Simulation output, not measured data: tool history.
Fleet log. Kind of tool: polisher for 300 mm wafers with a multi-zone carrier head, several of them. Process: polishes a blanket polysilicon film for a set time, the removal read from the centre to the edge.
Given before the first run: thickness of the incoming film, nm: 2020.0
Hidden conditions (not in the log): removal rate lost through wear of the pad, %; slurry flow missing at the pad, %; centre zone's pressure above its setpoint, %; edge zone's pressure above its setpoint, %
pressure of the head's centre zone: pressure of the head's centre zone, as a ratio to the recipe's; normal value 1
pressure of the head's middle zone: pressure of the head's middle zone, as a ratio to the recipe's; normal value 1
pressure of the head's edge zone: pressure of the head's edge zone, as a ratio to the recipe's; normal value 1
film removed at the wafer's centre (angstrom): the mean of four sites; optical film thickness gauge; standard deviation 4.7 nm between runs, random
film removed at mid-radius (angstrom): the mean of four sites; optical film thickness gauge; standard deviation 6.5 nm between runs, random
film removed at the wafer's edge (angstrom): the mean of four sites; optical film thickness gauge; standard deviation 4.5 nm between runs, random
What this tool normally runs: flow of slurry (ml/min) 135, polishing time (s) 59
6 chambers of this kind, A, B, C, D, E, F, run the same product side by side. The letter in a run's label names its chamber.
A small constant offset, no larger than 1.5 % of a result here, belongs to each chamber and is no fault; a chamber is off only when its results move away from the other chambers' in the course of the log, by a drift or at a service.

run	hour	flow of slurry (ml/min)	pressure of the head's centre zone	pressure of the head's middle zone	pressure of the head's edge zone	polishing time (s)	wafers polished on this pad	hours since the slurry nozzle was cleaned	hours since the centre zone pressure was calibrated	hours since the edge zone pressure was calibrated	film removed at the wafer's centre (angstrom)	film removed at mid-radius (angstrom)	film removed at the wafer's edge (angstrom)
# hour 2.2: chamber F: slurry nozzle cleaned
# hour 2.4: chamber E: worn pad replaced by a new one
1A	3.1	135	1	1	1	59	1255	939.5	554.4	144.8	5113.2	5162.8	5156.2
2F	6.3	135	1	1	1	59	206	4.2	82.4	547.1	5193.6	5247.7	5124.9
# hour 10.1: chamber A: slurry nozzle cleaned
3C	10.5	135	1	1	1	59	1165	193.1	825.3	989.3	5196.6	5104.9	5143.3
4D	14.6	135	1	1	1	59	462	69.2	397.1	60.1	5065.6	5163.2	5199.9
5E	18	135	1	1	1	59	121	482.4	206.8	598.3	5072.8	5217.9	5185.2
6B	20.7	95	1	1	1	59	775	155.6	31.7	262.1	4683.6	4718.8	4907.9
# hour 21: chamber C: edge zone pressure recalibrated
7E	24.8	95	1	1	1	59	174	489.2	213.6	605.1	4653.3	4742.5	4883.1
# hour 27.4: chamber B: worn pad replaced by a new one
8C	28.2	95	1	1	1	59	1302	210.8	843	7.3	4683.5	4733.2	4848.9
# hour 30.8: chamber A: worn pad replaced by a new one
9A	32.6	95	1	1	1	59	14	22.6	583.9	174.3	4642.4	4735.6	4941.3
10B	35.4	95	1	1	1	59	62	170.3	46.4	276.8	4623.3	4710.9	4937.5
11D	40	95	1	1	1	59	660	94.6	422.5	85.5	4640.1	4693.7	4838.8
12F	42.5	135	1	1	1	59	488	40.4	118.6	583.3	5210.5	5211.6	5066
13F	45	135	1	1	1	59	508	42.9	121.1	585.8	5153.5	5260.4	5096.5
14B	48.2	135	1	1	1	59	162	183.1	59.2	289.6	5151.9	5000	5225.5
15E	51.2	135	1	1	1	59	380	515.6	240	631.5	5104.6	5183.8	5199.7
16A	54.9	135	1	1	1	59	187	44.9	606.2	196.6	5278.6	5253.9	5162.2
17C	57.9	135	1.08	1	0.95	59	1534	240.5	872.7	37	5593.5	5147.6	4901.1
18D	61	135	1.08	1	0.95	59	823	115.6	443.5	106.5	5527.1	5215.1	5056.1
19A	63.6	135	1.08	1	0.95	59	255	53.6	614.9	205.3	5624.1	5132.9	5071.6
20D	66.4	135	1.08	1	0.95	59	865	121	448.9	111.9	5560.4	4979.6	4976.5
21B	70.5	135	1.08	1	0.95	59	335	205.4	81.5	311.9	5550.7	5119.7	5153.7
# hour 71.1: chamber E: edge zone pressure recalibrated
22F	73.4	135	1.08	1	0.95	59	729	71.3	149.5	614.2	5672.9	5044.2	5058.2
# hour 74.5: chamber C: worn pad replaced by a new one
23C	77.6	135	1	1	1	59	24	260.2	892.4	56.7	5091.7	5063.9	5077.9
24E	80.8	135	1	1	1.09	59	610	545.2	269.6	9.8	5097	5241.3	5445.4
25B	84.2	135	1	1	1.09	59	442	219.1	95.2	325.6	5179.9	5182.5	5433.4
26E	88.3	135	1	1	1.09	59	669	552.7	277.1	17.3	5105.6	5115	5401.6
27A	91.2	135	1	1	1.09	59	470	81.2	642.5	232.9	5243.2	5025.1	5441.5
28C	93.5	135	1	1	1.09	59	147	276.1	908.3	72.6	4937.1	4933.4	5312.5
29F	97.1	135	1	1	1.09	59	914	95	173.2	637.9	5249.9	5304.5	5346.9
30D	100.2	135	1	1	1	59	1128	154.8	482.7	145.7	5149.5	4990.4	5196.3
31A	104.2	135	1	1	1	59	571	94.2	655.5	245.9	5185.2	5249.7	5208.6
# hour 104.6: chamber F: worn pad replaced by a new one
32C	107.4	135	1	1	1	59	256	290	922.2	86.5	4869	4953.1	5013.1
33D	110.2	135	0.92	1	1	73	1206	164.8	492.7	155.7	5791.8	6373.6	6367.2
# hour 111.9: chamber D: worn pad replaced by a new one
34F	112.7	135	0.92	1	1	73	63	110.6	188.8	653.5	5910.2	6572.9	6375.7
35B	115.7	135	0.92	1	1	73	687	250.6	126.7	357.1	5831.2	6482.9	6463.3
36E	119.2	135	0.92	1	1	73	909	583.6	308	48.2	5790.9	6535.1	6468.7
37E	122.9	135	0.92	1	1	73	938	587.3	311.7	51.9	5786.2	6427.9	6557.1
38F	125.3	135	0.92	1	1	73	161	123.2	201.4	666.1	5777.1	6465.9	6430.3
39A	127.6	135	1	1	1	59	753	117.6	678.9	269.3	5191.6	5246.8	5223.8
# hour 129.5: chamber B: worn pad replaced by a new one
40D	130.7	135	1	1	1	59	147	185.3	513.2	176.2	5087.2	5111.7	5187.8
41C	134.3	135	1	1	1	59	465	316.9	949.1	113.4	4908.1	4891.1	4966.5
42B	137.8	135	1	1	0.93	59	64	272.7	148.8	379.2	5203.1	5138	4984.5
43D	142.3	135	1	1	0.93	59	237	196.9	524.8	187.8	5049.9	5116.9	5026.4
44F	146.1	135	1	1	0.93	59	323	144	222.2	686.9	5151.1	5262	4978.4

What goes on in this fleet: one chamber off, a drifting gauge, or nothing beyond the chambers' own small offsets? Name the chamber and the cause, if any.

It is chamber C that slowly wanders off from its peers.
Likeliest cause: slurry flow missing at the pad, % = 24.4.

Here are 4 candidates for chamber C's next run, each the usual settings with a change, their results left as question marks. Which one brings its results back in line with what the others give on the usual settings?
A result is in line if it is within this distance of the other chambers' mean on the usual settings: film removed at the wafer's centre (angstrom) 160; film removed at mid-radius (angstrom) 230; film removed at the wafer's edge (angstrom) 160
45C-1	149.6	135	1	1	1	60					?	?	?
45C-2	149.6	140	1.01	1.01	0.99	62					?	?	?
45C-3	149.6	135	1	1	1	58					?	?	?
45C-4	149.6	130	0.99	0.99	1.01	56					?	?	?

On the usual settings, the other chambers give on average: film removed at the wafer's centre (angstrom) 5149; film removed at mid-radius (angstrom) 5167.7; film removed at the wafer's edge (angstrom) 5179.7
run	film removed at the wafer's centre (angstrom)	film removed at mid-radius (angstrom)	film removed at the wafer's edge (angstrom)
45C-1	4870.9	4898.2	5022.1
45C-2	5148.4	5158.7	5196.4
45C-3	4708.6	4735	4854.7
45C-4	4440	4481.8	4678.7
It is 45C-2 that realigns the chamber with its peers.

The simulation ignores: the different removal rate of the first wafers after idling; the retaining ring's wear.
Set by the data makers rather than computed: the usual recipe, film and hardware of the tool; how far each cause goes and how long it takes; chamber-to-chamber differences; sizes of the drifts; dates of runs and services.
